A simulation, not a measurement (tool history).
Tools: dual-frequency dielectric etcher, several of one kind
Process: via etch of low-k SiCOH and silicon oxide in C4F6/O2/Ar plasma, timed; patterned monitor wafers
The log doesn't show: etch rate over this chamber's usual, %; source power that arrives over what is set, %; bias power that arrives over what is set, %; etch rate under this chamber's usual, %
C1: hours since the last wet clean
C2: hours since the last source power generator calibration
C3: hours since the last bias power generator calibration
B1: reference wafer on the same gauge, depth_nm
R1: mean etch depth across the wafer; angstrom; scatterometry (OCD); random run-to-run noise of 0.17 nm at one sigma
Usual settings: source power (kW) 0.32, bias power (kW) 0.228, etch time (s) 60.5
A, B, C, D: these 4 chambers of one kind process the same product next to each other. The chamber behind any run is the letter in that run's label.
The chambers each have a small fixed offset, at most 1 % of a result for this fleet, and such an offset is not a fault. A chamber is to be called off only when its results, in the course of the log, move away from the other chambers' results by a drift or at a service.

Run 1D, hour 4.1: usual settings; C1 471.1; C2 1245.6; C3 226.4; B1 147. Result: R1 1556 angstrom.
Run 2C, hour 8.7: usual settings; C1 311.5; C2 1433.6; C3 3077; B1 147.02. Result: R1 1578.9 angstrom.
Run 3A, hour 15.6: usual settings; C1 496.4; C2 2868.8; C3 633.8; B1 147.08. Result: R1 1558.8 angstrom.
Run 4B, hour 21.5: usual settings; C1 187.4; C2 3169.9; C3 1838.7; B1 147.13. Result: R1 1557.4 angstrom.
Run 5A, hour 28.9: usual settings; C1 509.7; C2 2882.1; C3 647.1; B1 147.1. Result: R1 1559.5 angstrom.
Run 6B, hour 37: usual settings; C1 202.9; C2 3185.4; C3 1854.2; B1 147.12. Result: R1 1558.3 angstrom.
Run 7C, hour 44.1: usual settings; C1 346.9; C2 1469; C3 3112.4; B1 147.1. Result: R1 1578.8 angstrom.
Run 8D, hour 50.8: usual settings but source power (kW) 0.27; C1 517.8; C2 1292.3; C3 273.1; B1 147.12. Result: R1 1461.8 angstrom.
Run 9D, hour 58.2: usual settings but source power (kW) 0.27; C1 525.2; C2 1299.7; C3 280.5; B1 147.17. Result: R1 1459.4 angstrom.
Run 10C, hour 64.4: usual settings but source power (kW) 0.27; C1 367.2; C2 1489.3; C3 3132.7; B1 147.19. Result: R1 1482.8 angstrom.
Run 11B, hour 71.8: usual settings but source power (kW) 0.27; C1 237.7; C2 3220.2; C3 1889; B1 147.26. Result: R1 1460.8 angstrom.
Run 12A, hour 77.7: usual settings; C1 558.5; C2 2930.9; C3 695.9; B1 147.26. Result: R1 1560.8 angstrom.
Run 13D, hour 86.9: usual settings but source power (kW) 0.28, bias power (kW) 0.281; C1 553.9; C2 1328.4; C3 309.2; B1 147.28. Result: R1 1588.9 angstrom.
Run 14C, hour 95.4: usual settings but source power (kW) 0.28, bias power (kW) 0.281; C1 398.2; C2 1520.3; C3 3163.7; B1 147.29. Result: R1 1618 angstrom.
Run 15B, hour 103.6: usual settings but source power (kW) 0.28, bias power (kW) 0.281; C1 269.5; C2 3252; C3 1920.8; B1 147.32. Result: R1 1594.4 angstrom.
Run 16A, hour 109.1: usual settings but source power (kW) 0.28, bias power (kW) 0.281; C1 589.9; C2 2962.3; C3 727.3; B1 147.36. Result: R1 1595.3 angstrom.
Run 17B, hour 113.5: usual settings; C1 279.4; C2 3261.9; C3 1930.7; B1 147.37. Result: R1 1561.5 angstrom.
At hour 116.3: chamber D: wet clean of the chamber.
Run 18D, hour 122.8: usual settings; C1 6.6; C2 1364.3; C3 345.1; B1 147.44. Result: R1 1558.5 angstrom.
Run 19C, hour 132.1: usual settings but source power (kW) 0.39, bias power (kW) 0.18; C1 434.9; C2 1557; C3 3200.4; B1 147.47. Result: R1 1581.5 angstrom.
Run 20A, hour 137.9: usual settings but source power (kW) 0.39, bias power (kW) 0.18; C1 618.7; C2 2991.1; C3 756.1; B1 147.49. Result: R1 1557.4 angstrom.
Run 21C, hour 144.4: usual settings but source power (kW) 0.39, bias power (kW) 0.18; C1 447.2; C2 1569.3; C3 3212.7; B1 147.4. Result: R1 1578.3 angstrom.
Run 22B, hour 152: usual settings but source power (kW) 0.39, bias power (kW) 0.18; C1 317.9; C2 3300.4; C3 1969.2; B1 147.5. Result: R1 1558.9 angstrom.
Run 23D, hour 156.5: usual settings; C1 40.3; C2 1398; C3 378.8; B1 147.5. Result: R1 1561.5 angstrom.
Run 24A, hour 164.7: usual settings; C1 645.5; C2 3017.9; C3 782.9; B1 147.52. Result: R1 1560.5 angstrom.
Run 25A, hour 169.8: usual settings; C1 650.6; C2 3023; C3 788; B1 147.56. Result: R1 1562.4 angstrom.
Run 26C, hour 176: usual settings; C1 478.8; C2 1600.9; C3 3244.3; B1 147.54. Result: R1 1583 angstrom.
Run 27D, hour 182.5: usual settings; C1 66.3; C2 1424; C3 404.8; B1 147.59. Result: R1 1560.1 angstrom.
Run 28B, hour 189.1: usual settings; C1 355; C2 3337.5; C3 2006.3; B1 147.61. Result: R1 1563.1 angstrom.
Run 29B, hour 195.9: usual settings; C1 361.8; C2 3344.3; C3 2013.1; B1 147.62. Result: R1 1568.2 angstrom.

The same settings go to every chamber for the next run, one line per chamber below. Forecast the results for each:
Run 30A, hour 202.6: usual settings but source power (kW) 0.27. Result: R1 ?.
Run 30B, hour 202.6: usual settings but source power (kW) 0.27. Result: R1 ?.
Run 30C, hour 202.6: usual settings but source power (kW) 0.27. Result: R1 ?.
Run 30D, hour 202.6: usual settings but source power (kW) 0.27. Result: R1 ?.

run      R1
30A  1463.7
30B  1466.3
30C    1485
30D  1465.6

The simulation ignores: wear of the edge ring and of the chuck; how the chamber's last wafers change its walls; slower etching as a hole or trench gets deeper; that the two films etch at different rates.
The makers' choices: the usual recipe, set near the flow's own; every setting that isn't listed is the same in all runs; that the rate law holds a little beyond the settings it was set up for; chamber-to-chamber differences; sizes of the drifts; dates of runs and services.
